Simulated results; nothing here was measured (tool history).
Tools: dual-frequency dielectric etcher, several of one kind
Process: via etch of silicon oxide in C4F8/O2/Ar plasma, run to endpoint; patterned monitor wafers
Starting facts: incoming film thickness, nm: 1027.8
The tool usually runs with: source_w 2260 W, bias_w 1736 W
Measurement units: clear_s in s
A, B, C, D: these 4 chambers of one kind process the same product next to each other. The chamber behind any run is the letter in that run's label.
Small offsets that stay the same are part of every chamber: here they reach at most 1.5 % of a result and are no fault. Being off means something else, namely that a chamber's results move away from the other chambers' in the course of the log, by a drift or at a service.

run 1B day=0.267 | source_w=2260 bias_w=1736 | clear_s=197.88
run 2A day=0.575 | source_w=2260 bias_w=1736 | clear_s=198.82
run 3D day=0.762 | source_w=2260 bias_w=1736 | clear_s=198.29
-- day=0.838 chamber B: wet clean of the chamber
run 4C day=1.129 | source_w=2260 bias_w=1736 | clear_s=203.52
run 5C day=1.35 | source_w=2260 bias_w=1736 | clear_s=201.46
run 6A day=1.575 | source_w=2260 bias_w=1736 | clear_s=202.77
run 7D day=1.838 | source_w=2260 bias_w=1736 | clear_s=203.87
run 8B day=2.175 | source_w=2260 bias_w=1736 | clear_s=201.32
run 9C day=2.362 | source_w=2260 bias_w=1736 | clear_s=201.06
run 10A day=2.529 | source_w=1820 bias_w=1474 | clear_s=229.54
run 11D day=2.775 | source_w=1820 bias_w=1474 | clear_s=232.26
-- day=3.096 chamber A: wet clean of the chamber
run 12B day=3.108 | source_w=1820 bias_w=1474 | clear_s=224.81
run 13D day=3.308 | source_w=1820 bias_w=1474 | clear_s=224.74
run 14A day=3.675 | source_w=2260 bias_w=1736 | clear_s=199.31
run 15C day=3.917 | source_w=2260 bias_w=1352 | clear_s=215.59
run 16B day=4.171 | source_w=2260 bias_w=1352 | clear_s=211.01
run 17A day=4.517 | source_w=2260 bias_w=1352 | clear_s=212.96
run 18D day=4.838 | source_w=2260 bias_w=1352 | clear_s=215.96
run 19C day=5.192 | source_w=2260 bias_w=1736 | clear_s=199.11
run 20B day=5.542 | source_w=2260 bias_w=1736 | clear_s=200.02
run 21B day=5.729 | source_w=2260 bias_w=1736 | clear_s=199.41
run 22D day=5.988 | source_w=2260 bias_w=1736 | clear_s=200.15
run 23C day=6.204 | source_w=2260 bias_w=1736 | clear_s=203.15
run 24A day=6.492 | source_w=2260 bias_w=1736 | clear_s=197.71
run 25B day=6.758 | source_w=2260 bias_w=1736 | clear_s=198.79
run 26D day=7.083 | source_w=2260 bias_w=1736 | clear_s=200.59
run 27C day=7.35 | source_w=2260 bias_w=1736 | clear_s=201
run 28A day=7.512 | source_w=2260 bias_w=1736 | clear_s=197.71
run 29D day=7.862 | source_w=2260 bias_w=1736 | clear_s=203.29
run 30B day=8.2 | source_w=2260 bias_w=1736 | clear_s=199.26
run 31A day=8.492 | source_w=2260 bias_w=1736 | clear_s=196.33
run 32C day=8.854 | source_w=2260 bias_w=1736 | clear_s=203.9

What goes on in this fleet: one chamber off, a drifting gauge, or nothing beyond the chambers' own small offsets? Name the chamber and the cause, if any.

No chamber is off and the gauge is stable; the differences are just each chamber's small, constant offset.
